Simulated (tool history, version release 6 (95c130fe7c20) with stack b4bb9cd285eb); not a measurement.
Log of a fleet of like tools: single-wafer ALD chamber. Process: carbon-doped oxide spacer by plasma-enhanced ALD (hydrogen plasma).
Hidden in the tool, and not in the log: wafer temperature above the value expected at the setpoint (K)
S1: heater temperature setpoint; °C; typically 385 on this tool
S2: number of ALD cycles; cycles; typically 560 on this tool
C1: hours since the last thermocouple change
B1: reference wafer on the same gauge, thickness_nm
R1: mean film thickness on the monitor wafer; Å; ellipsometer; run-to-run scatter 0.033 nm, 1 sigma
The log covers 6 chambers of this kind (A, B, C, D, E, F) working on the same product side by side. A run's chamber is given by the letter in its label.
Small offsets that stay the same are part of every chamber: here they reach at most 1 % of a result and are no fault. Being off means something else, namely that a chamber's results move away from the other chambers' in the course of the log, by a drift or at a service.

Run 1A, day 0.167: usual settings; C1 2281.2; B1 24.201. Result: R1 277.96 Å.
Run 2E, day 0.296: usual settings; C1 924.3; B1 24.194. Result: R1 278.74 Å.
Run 3B, day 0.446: usual settings; C1 249.3; B1 24.186. Result: R1 282.26 Å.
Run 4F, day 0.621: usual settings; C1 1317.2; B1 24.182. Result: R1 280.39 Å.
Run 5C, day 0.7: usual settings; C1 211.1; B1 24.177. Result: R1 282.42 Å.
Run 6D, day 0.812: usual settings; C1 1250.1; B1 24.18. Result: R1 279.04 Å.
Run 7A, day 0.938: usual settings; C1 2299.7; B1 24.177. Result: R1 277.46 Å.
Run 8C, day 1.083: usual settings but S1 375 °C, S2 652 cycles; C1 220.3; B1 24.185. Result: R1 328.01 Å.
Run 9D, day 1.212: usual settings but S1 375 °C, S2 652 cycles; C1 1259.7; B1 24.174. Result: R1 324.84 Å.
Run 10E, day 1.325: usual settings but S1 375 °C, S2 652 cycles; C1 949; B1 24.171. Result: R1 324.38 Å.
Run 11F, day 1.483: usual settings but S1 375 °C, S2 652 cycles; C1 1337.9; B1 24.177. Result: R1 325.34 Å.
Run 12B, day 1.633: usual settings but S1 375 °C, S2 652 cycles; C1 277.8; B1 24.17. Result: R1 328.53 Å.
Run 13F, day 1.75: usual settings but S1 375 °C, S2 652 cycles; C1 1344.3; B1 24.176. Result: R1 325.69 Å.
Run 14D, day 1.829: usual settings; C1 1274.5; B1 24.164. Result: R1 278.89 Å.
Run 15B, day 1.979: usual settings; C1 286.1; B1 24.157. Result: R1 282.05 Å.
Run 16C, day 2.088: usual settings; C1 244.4; B1 24.158. Result: R1 281.7 Å.
Run 17A, day 2.167: usual settings; C1 2329.2; B1 24.161. Result: R1 278.03 Å.
Run 18E, day 2.346: usual settings but S1 376 °C, S2 452 cycles; C1 973.5; B1 24.153. Result: R1 224.3 Å.
Run 19A, day 2.446: usual settings but S1 376 °C, S2 452 cycles; C1 2335.9; B1 24.153. Result: R1 223.87 Å.
Run 20F, day 2.617: usual settings but S1 376 °C, S2 452 cycles; C1 1365.1; B1 24.155. Result: R1 225.65 Å.
Run 21C, day 2.7: usual settings but S1 376 °C, S2 452 cycles; C1 259.1; B1 24.151. Result: R1 227.76 Å.
Run 22B, day 2.875: usual settings but S1 376 °C, S2 452 cycles; C1 307.6; B1 24.142. Result: R1 227.34 Å.
Run 23D, day 2.988: usual settings but S1 376 °C, S2 452 cycles; C1 1302.3; B1 24.14. Result: R1 224.85 Å.
Run 24E, day 3.142: usual settings; C1 992.6; B1 24.135. Result: R1 278.3 Å.
Run 25F, day 3.3: usual settings; C1 1381.5; B1 24.138. Result: R1 279.46 Å.
Run 26A, day 3.425: usual settings; C1 2359.4; B1 24.134. Result: R1 277.45 Å.
Run 27D, day 3.567: usual settings; C1 1316.2; B1 24.132. Result: R1 278.38 Å.
Run 28E, day 3.704: usual settings; C1 1006.1; B1 24.128. Result: R1 278.36 Å.
Run 29B, day 3.838: usual settings; C1 330.7; B1 24.126. Result: R1 281.33 Å.
Run 30C, day 3.971: usual settings; C1 289.6; B1 24.123. Result: R1 281.01 Å.
Run 31E, day 4.146: usual settings but S1 396 °C, S2 652 cycles; C1 1016.7; B1 24.121. Result: R1 324.19 Å.
Run 32B, day 4.325: usual settings but S1 396 °C, S2 652 cycles; C1 342.4; B1 24.123. Result: R1 327.98 Å.
Run 33F, day 4.446: usual settings but S1 396 °C, S2 652 cycles; C1 1409; B1 24.115. Result: R1 325.53 Å.
Run 34A, day 4.583: usual settings but S1 396 °C, S2 652 cycles; C1 2387.2; B1 24.109. Result: R1 322.33 Å.
Run 35C, day 4.662: usual settings but S1 396 °C, S2 652 cycles; C1 306.2; B1 24.113. Result: R1 327.44 Å.
Run 36D, day 4.829: usual settings but S1 396 °C, S2 652 cycles; C1 1346.5; B1 24.11. Result: R1 324.45 Å.
Run 37B, day 4.946: usual settings; C1 357.3; B1 24.107. Result: R1 281.37 Å.
Run 38F, day 5.038: usual settings; C1 1423.2; B1 24.106. Result: R1 279.46 Å.
At day 5.046: chamber A: thermocouple changed; heater temperature recalibrated.
Run 39D, day 5.204: usual settings but S1 392 °C, S2 652 cycles; C1 1355.5; B1 24.104. Result: R1 324.47 Å.
Run 40C, day 5.283: usual settings but S1 392 °C, S2 652 cycles; C1 321.1; B1 24.091. Result: R1 326.58 Å.
Run 41A, day 5.4: usual settings but S1 392 °C, S2 652 cycles; C1 8.5; B1 24.09. Result: R1 321.08 Å.
Run 42E, day 5.517: usual settings but S1 392 °C, S2 652 cycles; C1 1049.6; B1 24.093. Result: R1 323.61 Å.
Run 43E, day 5.688: usual settings but S1 392 °C, S2 652 cycles; C1 1053.7; B1 24.085. Result: R1 323.64 Å.
Run 44F, day 5.838: usual settings but S1 392 °C, S2 652 cycles; C1 1442.4; B1 24.085. Result: R1 325.6 Å.

All chambers now run identical settings, listed one chamber a line with results as question marks. What results will each chamber show?
Run 45A, day 5.967: usual settings but S1 374 °C. Result: R1 ?.
Run 45B, day 5.967: usual settings but S1 374 °C. Result: R1 ?.
Run 45C, day 5.967: usual settings but S1 374 °C. Result: R1 ?.
Run 45D, day 5.967: usual settings but S1 374 °C. Result: R1 ?.
Run 45E, day 5.967: usual settings but S1 374 °C. Result: R1 ?.
Run 45F, day 5.967: usual settings but S1 374 °C. Result: R1 ?.

run      R1
45A  276.93
45B  280.76
45C  280.78
45D  277.43
45E  277.58
45F   279.3

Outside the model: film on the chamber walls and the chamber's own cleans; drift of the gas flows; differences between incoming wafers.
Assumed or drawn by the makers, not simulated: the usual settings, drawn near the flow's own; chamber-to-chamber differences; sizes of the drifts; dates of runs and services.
